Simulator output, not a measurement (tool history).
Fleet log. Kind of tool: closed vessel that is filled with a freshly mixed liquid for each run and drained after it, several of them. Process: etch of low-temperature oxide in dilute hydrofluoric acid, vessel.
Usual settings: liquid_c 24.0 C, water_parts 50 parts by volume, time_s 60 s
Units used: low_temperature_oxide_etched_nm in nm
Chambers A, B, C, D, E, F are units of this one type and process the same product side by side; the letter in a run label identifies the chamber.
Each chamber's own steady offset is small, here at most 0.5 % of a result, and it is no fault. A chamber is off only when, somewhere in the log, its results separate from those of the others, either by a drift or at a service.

run   hour  liquid_c  water_parts  time_s  read-back film thickness of the low-temperature oxide reference wafer, read on the same gauge (nm)  low_temperature_oxide_etched_nm
 1D    5.7      24.0           50      60                                                                                             100.010                           32.155
 2C   10.4      24.0           50      60                                                                                              99.995                           31.782
 3F   15.7      24.0           50      60                                                                                             100.010                           31.556
 4A   21.4      24.0           50      60                                                                                             100.010                           31.411
 5E   25.2      24.0           50      70                                                                                              99.974                           36.488
 6B   31.5      24.0           50      70                                                                                             100.020                           36.955
 7A   37.8      24.0           50      70                                                                                             100.000                           37.149
 8E   43.3      24.0           50      70                                                                                              99.994                           36.309
 9F   50.9      24.0           50      70                                                                                             100.020                           37.168
10B   57.4      24.0           50      70                                                                                             100.010                           36.431
11C   63.9      24.0           50      60                                                                                              99.995                           32.301
12D   67.5      24.0           50      60                                                                                              99.974                           31.810
13D   74.5      24.0           50      60                                                                                              99.998                           31.768
14F   79.9      21.0           50      40                                                                                             100.020                           18.691
15E   86.4      21.0           50      40                                                                                             100.010                           18.719
      88.1  -- chamber D: hydrofluoric acid flow meter replaced
16C   93.7      21.0           50      40                                                                                             100.000                           18.679
17B   99.4      21.0           50      40                                                                                              99.988                           18.787
18A  105.2      21.0           50      40                                                                                              99.985                           18.620
19B  110.5      21.0           50      40                                                                                             100.010                           18.788
20F  114.4      24.0           50      60                                                                                             100.000                           31.736
21D  121.1      24.0           50      60                                                                                             100.010                           31.652
22E  128.7      24.0           50      60                                                                                              99.980                           31.996
23A  134.3      24.0           50      60                                                                                             100.020                           31.614
24C  141.1      24.0           50      60                                                                                              99.973                           31.817
25B  145.3      24.0           50      60                                                                                              99.993                           32.297
26D  153.0      24.0           50      60                                                                                             100.010                           31.562
27F  158.5      24.0           50      60                                                                                             100.010                           31.637
28C  165.6      24.0           50      60                                                                                              99.995                           31.701
29A  173.5      24.0           50      60                                                                                              99.991                           32.419
30E  177.4      24.0           50      60                                                                                             100.010                           31.498
31F  184.0      24.0           50      60                                                                                              99.987                           31.608
32A  191.1      24.0           50      60                                                                                              99.975                           31.642
33C  195.5      24.0           50      60                                                                                              99.986                           31.812
34D  202.7      24.0           50      60                                                                                             100.000                           31.303
35B  207.2      24.0           50      60                                                                                             100.000                           33.337
36E  212.2      24.0           50      60                                                                                              99.987                           31.261
37F  218.2      24.0           50      60                                                                                              99.998                           31.670
38E  222.9      24.0           40      60                                                                                              99.981                           40.289
39B  230.2      24.0           40      60                                                                                             100.010                           42.465
40A  234.9      24.0           40      60                                                                                              99.984                           40.339
41D  240.2      24.0           40      60                                                                                             100.000                           39.470
42C  246.6      24.0           40      60                                                                                              99.995                           40.405
43F  251.9      24.0           40      60                                                                                              99.993                           39.909

Does one chamber stand apart from the rest, does the shared gauge drift, or is all well apart from small per-chamber offsets? Give the chamber and the most likely cause, where there is one.

One chamber, B, drifts off from the rest bit by bit.
Cause: liquid hotter than its thermometer reads (K) = 1.45.
It could be hard to tell apart here from: hydrofluoric acid flow above the setpoint (%).

Chamber B could run next with any of the 4 candidate recipes listed below; each alters the usual settings, and their results appear as question marks. Which one brings its results back in line with what the other chambers deliver on the usual settings?
Maximum distance from the other chambers' mean on the usual settings for a result to count as in line: low_temperature_oxide_etched_nm 0.990 nm
44B-1  257.5      25.5           50      60                                                                                                                                    ?
44B-2  257.5      26.5           50      60                                                                                                                                    ?
44B-3  257.5      22.5           50      60                                                                                                                                    ?
44B-4  257.5      24.0           55      60                                                                                                                                    ?

What the other chambers average on the usual settings: low_temperature_oxide_etched_nm 31.790 nm
  run  low_temperature_oxide_etched_nm
44B-1                           35.688
44B-2                           37.161
44B-3                           31.523
44B-4                           30.247
44B-3 brings the chamber back in line.
